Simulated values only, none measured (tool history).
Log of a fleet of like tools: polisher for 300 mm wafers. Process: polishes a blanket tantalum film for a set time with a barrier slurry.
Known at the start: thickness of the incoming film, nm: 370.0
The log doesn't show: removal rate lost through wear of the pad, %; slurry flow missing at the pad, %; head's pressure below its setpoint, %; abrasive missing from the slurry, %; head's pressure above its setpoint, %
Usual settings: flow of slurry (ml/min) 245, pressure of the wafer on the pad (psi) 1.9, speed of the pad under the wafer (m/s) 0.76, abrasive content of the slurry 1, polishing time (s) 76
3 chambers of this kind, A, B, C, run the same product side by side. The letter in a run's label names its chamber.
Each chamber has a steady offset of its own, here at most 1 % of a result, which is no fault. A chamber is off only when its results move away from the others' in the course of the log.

| run | day | flow of slurry (ml/min) | pressure of the wafer on the pad (psi) | speed of the pad under the wafer (m/s) | abrasive content of the slurry | polishing time (s) | wafers polished on this pad | hours since the slurry nozzle was cleaned | hours since the head pressure was calibrated | hours since the slurry blender was calibrated | film removed (nm) |
|---|---|---|---|---|---|---|---|---|---|---|---|
| 1A | 0.15 | 245 | 1.9 | 0.76 | 1 | 76 | 562 | 325.6 | 282.7 | 165.3 | 76.54 |
|  | 0.217 | chamber C: worn pad replaced by a new one |
| 2C | 0.233 | 245 | 1.9 | 0.76 | 1 | 76 | 5 | 148.2 | 107.9 | 215.9 | 78.183 |
| 3B | 0.333 | 245 | 1.9 | 0.76 | 1 | 76 | 530 | 17.5 | 365.1 | 151.5 | 77.915 |
| 4B | 0.471 | 245 | 1.9 | 0.76 | 1 | 76 | 571 | 20.8 | 368.4 | 154.8 | 81.269 |
| 5C | 0.604 | 245 | 1.9 | 0.76 | 1 | 76 | 116 | 157.1 | 116.8 | 224.8 | 77.784 |
| 6A | 0.75 | 245 | 1.9 | 0.76 | 1 | 76 | 742 | 340 | 297.1 | 179.7 | 80.128 |
| 7C | 0.879 | 245 | 1.9 | 0.76 | 1 | 76 | 198 | 163.7 | 123.4 | 231.4 | 79.18 |
| 8A | 1.012 | 245 | 2.2 | 0.76 | 1 | 90 | 820 | 346.3 | 303.4 | 186 | 106.18 |
| 9B | 1.1 | 245 | 2.2 | 0.76 | 1 | 90 | 760 | 35.9 | 383.5 | 169.9 | 107.14 |
|  | 1.117 | chamber A: worn pad replaced by a new one |
| 10B | 1.212 | 245 | 2.2 | 0.76 | 1 | 90 | 793 | 38.6 | 386.2 | 172.6 | 105.5 |
|  | 1.288 | chamber A: slurry nozzle cleaned |
| 11A | 1.308 | 245 | 1.9 | 0.76 | 1 | 76 | 58 | 0.6 | 310.5 | 193.1 | 76.72 |
| 12C | 1.442 | 245 | 1.9 | 0.76 | 1 | 76 | 367 | 177.2 | 136.9 | 244.9 | 79.371 |
| 13B | 1.621 | 245 | 1.9 | 0.76 | 1 | 76 | 916 | 48.4 | 396 | 182.4 | 76.58 |
| 14A | 1.779 | 245 | 1.9 | 0.76 | 1 | 76 | 199 | 11.9 | 321.8 | 204.4 | 78.012 |
| 15C | 1.933 | 245 | 1.9 | 0.76 | 1 | 76 | 515 | 189 | 148.7 | 256.7 | 77.726 |
| 16C | 2.042 | 245 | 1.9 | 0.76 | 0.75 | 76 | 547 | 191.6 | 151.3 | 259.3 | 69.614 |
|  | 2.129 | chamber C: worn pad replaced by a new one |
| 17A | 2.146 | 245 | 1.9 | 0.76 | 0.75 | 76 | 309 | 20.7 | 330.6 | 213.2 | 72.739 |
|  | 2.312 | chamber B: worn pad replaced by a new one |
| 18B | 2.317 | 245 | 1.9 | 0.76 | 0.75 | 76 | 1 | 65.1 | 412.7 | 199.1 | 68.656 |
| 19C | 2.433 | 245 | 1.9 | 0.76 | 1 | 76 | 92 | 201 | 160.7 | 268.7 | 76.249 |
| 20A | 2.512 | 245 | 1.9 | 0.76 | 1 | 76 | 419 | 29.5 | 339.4 | 222 | 76.592 |
| 21B | 2.688 | 245 | 1.9 | 0.76 | 1 | 76 | 112 | 74 | 421.6 | 208 | 76.296 |
| 22A | 2.779 | 245 | 1.9 | 0.76 | 1 | 76 | 499 | 35.9 | 345.8 | 228.4 | 78.594 |
| 23C | 2.938 | 245 | 1.9 | 0.76 | 1 | 76 | 243 | 213.1 | 172.8 | 280.8 | 76.936 |
| 24B | 3.038 | 245 | 1.9 | 0.76 | 1 | 76 | 217 | 82.4 | 430 | 216.4 | 72.86 |
| 25B | 3.208 | 205 | 2.5 | 0.76 | 1 | 76 | 269 | 86.5 | 434.1 | 220.5 | 95.159 |
| 26C | 3.342 | 205 | 2.5 | 0.76 | 1 | 76 | 364 | 222.8 | 182.5 | 290.5 | 101.14 |
| 27A | 3.479 | 205 | 2.5 | 0.76 | 1 | 76 | 709 | 52.7 | 362.6 | 245.2 | 104.2 |
| 28A | 3.562 | 245 | 1.9 | 0.76 | 1 | 76 | 734 | 54.7 | 364.6 | 247.2 | 78.472 |
|  | 3.65 | chamber B: head pressure recalibrated |
| 29B | 3.696 | 245 | 1.9 | 0.76 | 1 | 76 | 415 | 98.2 | 1.2 | 232.2 | 70.926 |
|  | 3.771 | chamber C: worn pad replaced by a new one |
| 30C | 3.875 | 305 | 1.9 | 0.98 | 1 | 76 | 32 | 235.6 | 195.3 | 303.3 | 105.03 |
| 31B | 4.012 | 305 | 1.9 | 0.98 | 1 | 76 | 510 | 105.8 | 8.8 | 239.8 | 92.445 |
| 32A | 4.133 | 305 | 1.9 | 0.98 | 1 | 76 | 905 | 68.4 | 378.3 | 260.9 | 102.06 |
| 33C | 4.304 | 245 | 1.9 | 0.76 | 1 | 76 | 160 | 245.9 | 205.6 | 313.6 | 76.984 |
| 34B | 4.454 | 245 | 1.9 | 0.76 | 1 | 76 | 642 | 116.4 | 19.4 | 250.4 | 69.412 |

All 3 chambers run these settings next. Forecast each chamber's results:
| 35A | 4.588 | 245 | 1.9 | 0.76 | 1 | 76 |  |  |  |  | ? |
| 35B | 4.588 | 245 | 1.9 | 0.76 | 1 | 76 |  |  |  |  | ? |
| 35C | 4.588 | 245 | 1.9 | 0.76 | 1 | 76 |  |  |  |  | ? |

| run | film removed (nm) |
|---|---|
| 35A | 78.72 |
| 35B | 68.489 |
| 35C | 78.22 |
